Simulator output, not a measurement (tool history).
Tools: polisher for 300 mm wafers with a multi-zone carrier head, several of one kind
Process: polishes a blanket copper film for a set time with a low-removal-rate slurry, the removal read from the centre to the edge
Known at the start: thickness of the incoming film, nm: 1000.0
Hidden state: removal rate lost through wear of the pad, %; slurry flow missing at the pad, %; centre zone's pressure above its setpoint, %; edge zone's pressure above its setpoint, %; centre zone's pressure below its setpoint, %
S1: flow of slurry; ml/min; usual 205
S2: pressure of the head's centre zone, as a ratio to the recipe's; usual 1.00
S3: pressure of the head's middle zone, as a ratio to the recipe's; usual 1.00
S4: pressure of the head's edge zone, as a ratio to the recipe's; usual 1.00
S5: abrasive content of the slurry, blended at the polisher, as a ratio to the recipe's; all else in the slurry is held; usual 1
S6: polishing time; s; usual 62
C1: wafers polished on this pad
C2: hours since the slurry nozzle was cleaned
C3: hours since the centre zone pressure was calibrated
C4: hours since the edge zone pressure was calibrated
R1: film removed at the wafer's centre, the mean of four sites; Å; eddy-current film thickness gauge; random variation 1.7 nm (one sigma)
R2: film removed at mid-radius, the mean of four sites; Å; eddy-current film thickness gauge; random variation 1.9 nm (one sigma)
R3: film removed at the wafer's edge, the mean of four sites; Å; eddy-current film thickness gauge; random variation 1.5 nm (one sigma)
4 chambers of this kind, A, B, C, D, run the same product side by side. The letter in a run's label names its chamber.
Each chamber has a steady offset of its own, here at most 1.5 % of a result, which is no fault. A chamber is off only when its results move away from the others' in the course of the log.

run   hour   S1    S2    S3    S4  S5  S6    C1     C2      C3      C4      R1      R2      R3
       6.4  -- chamber D: worn pad replaced by a new one
 1D   11.4  205  1.00  1.00  1.00   1  62    61  538.7  1435.0  1105.4  1351.9  1314.3  1303.0
 2B   22.0  205  1.00  1.00  1.00   1  62   727  454.7   273.3  1147.6  1329.9  1336.1  1339.9
      27.4  -- chamber C: worn pad replaced by a new one
 3C   29.5  205  1.00  1.00  1.00   1  62    26  234.3  1163.2   723.7  1324.9  1286.1  1322.0
      32.4  -- chamber B: worn pad replaced by a new one
 4A   42.4  205  1.00  1.00  1.00   1  62   584  125.9   306.4   242.1  1307.3  1313.9  1316.5
      53.6  -- chamber A: worn pad replaced by a new one
 5B   56.4  205  1.00  0.94  1.10   1  62   292  489.1   307.7  1182.0  1293.1  1229.0  1401.8
      64.4  -- chamber C: centre zone pressure recalibrated
 6D   67.3  205  1.00  0.94  1.10   1  62   741  594.6  1490.9  1161.3  1295.7  1265.7  1396.2
      78.3  -- chamber D: centre zone pressure recalibrated
 7A   80.0  205  1.00  0.94  1.10   1  62   321  163.5   344.0   279.7  1325.4  1279.9  1417.6
 8C   89.2  205  1.00  0.94  1.10   1  62   752  294.0    24.8   783.4  1325.5  1236.4  1406.6
 9B   97.6  205  1.00  1.00  1.00   1  62   793  530.3   348.9  1223.2  1349.0  1293.7  1329.0
      99.3  -- chamber B: worn pad replaced by a new one
     103.3  -- chamber C: worn pad replaced by a new one
     103.4  -- chamber A: worn pad replaced by a new one
10C  105.7  205  1.00  1.00  1.00   1  62    29  310.5    41.3   799.9  1351.5  1331.8  1341.7
11D  114.9  205  1.00  1.00  1.00   1  76  1319  642.2    36.6  1208.9  1653.5  1619.2  1603.6
     120.1  -- chamber C: slurry nozzle cleaned
12A  125.5  205  1.00  1.00  1.00   1  76   269  209.0   389.5   325.2  1614.0  1638.2  1668.5
     133.9  -- chamber D: worn pad replaced by a new one
13B  136.1  205  1.00  1.00  1.00   1  76   447  568.8   387.4  1261.7  1665.7  1611.0  1659.1
14D  148.2  205  1.00  1.00  1.00   1  76   174  675.5    69.9  1242.2  1630.2  1614.0  1640.1
     160.3  -- chamber A: worn pad replaced by a new one
15A  160.8  205  1.00  1.00  1.00   1  62     7  244.3   424.8   360.5  1308.5  1335.4  1323.7
16C  167.7  205  1.04  1.00  1.00   1  62   783   47.7   103.3   861.9  1402.2  1285.6  1304.4
     170.4  -- chamber B: worn pad replaced by a new one
     174.9  -- chamber D: slurry nozzle cleaned
17D  179.4  205  1.04  1.00  1.00   1  62   554    4.5   101.1  1273.4  1417.4  1327.0  1336.0
     179.7  -- chamber C: worn pad replaced by a new one
18A  189.8  205  1.04  1.00  1.00   1  62   359  273.3   453.8   389.5  1385.4  1313.7  1331.5
19C  199.4  205  1.04  1.00  1.00   1  62   240   79.4   135.0   893.6  1402.3  1311.3  1287.4
20B  206.8  205  1.00  1.00  1.00   1  62   442  639.5   458.1  1332.4  1339.0  1294.1  1330.8
     207.0  -- chamber A: worn pad replaced by a new one
21A  218.5  205  1.00  1.08  1.00   1  62   140  302.0   482.5   418.2  1319.6  1431.4  1356.2
22C  231.9  205  1.00  1.08  1.00   1  62   635  111.9   167.5   926.1  1312.6  1419.7  1307.9
     233.7  -- chamber B: worn pad replaced by a new one
23D  240.6  205  1.00  1.08  1.00   1  62  1298   65.7   162.3  1334.6  1315.6  1462.7  1323.9
24B  252.5  205  1.00  1.08  1.00   1  62   228  685.2   503.8  1378.1  1332.5  1381.0  1315.1
25B  260.6  205  1.00  1.00  1.00   1  62   327  693.3   511.9  1386.2  1329.1  1316.3  1336.3

All 4 chambers run these settings next. Forecast each chamber's results:
26A  271.0  205  1.00  1.00  0.89   1  62                   ?   ?   ?
26B  271.0  205  1.00  1.00  0.89   1  62                   ?   ?   ?
26C  271.0  205  1.00  1.00  0.89   1  62                   ?   ?   ?
26D  271.0  205  1.00  1.00  0.89   1  62                   ?   ?   ?

run      R1      R2      R3
26A  1308.1  1321.3  1265.2
26B  1358.8  1334.7  1276.4
26C  1294.1  1340.7  1216.5
26D  1325.9  1338.4  1244.6
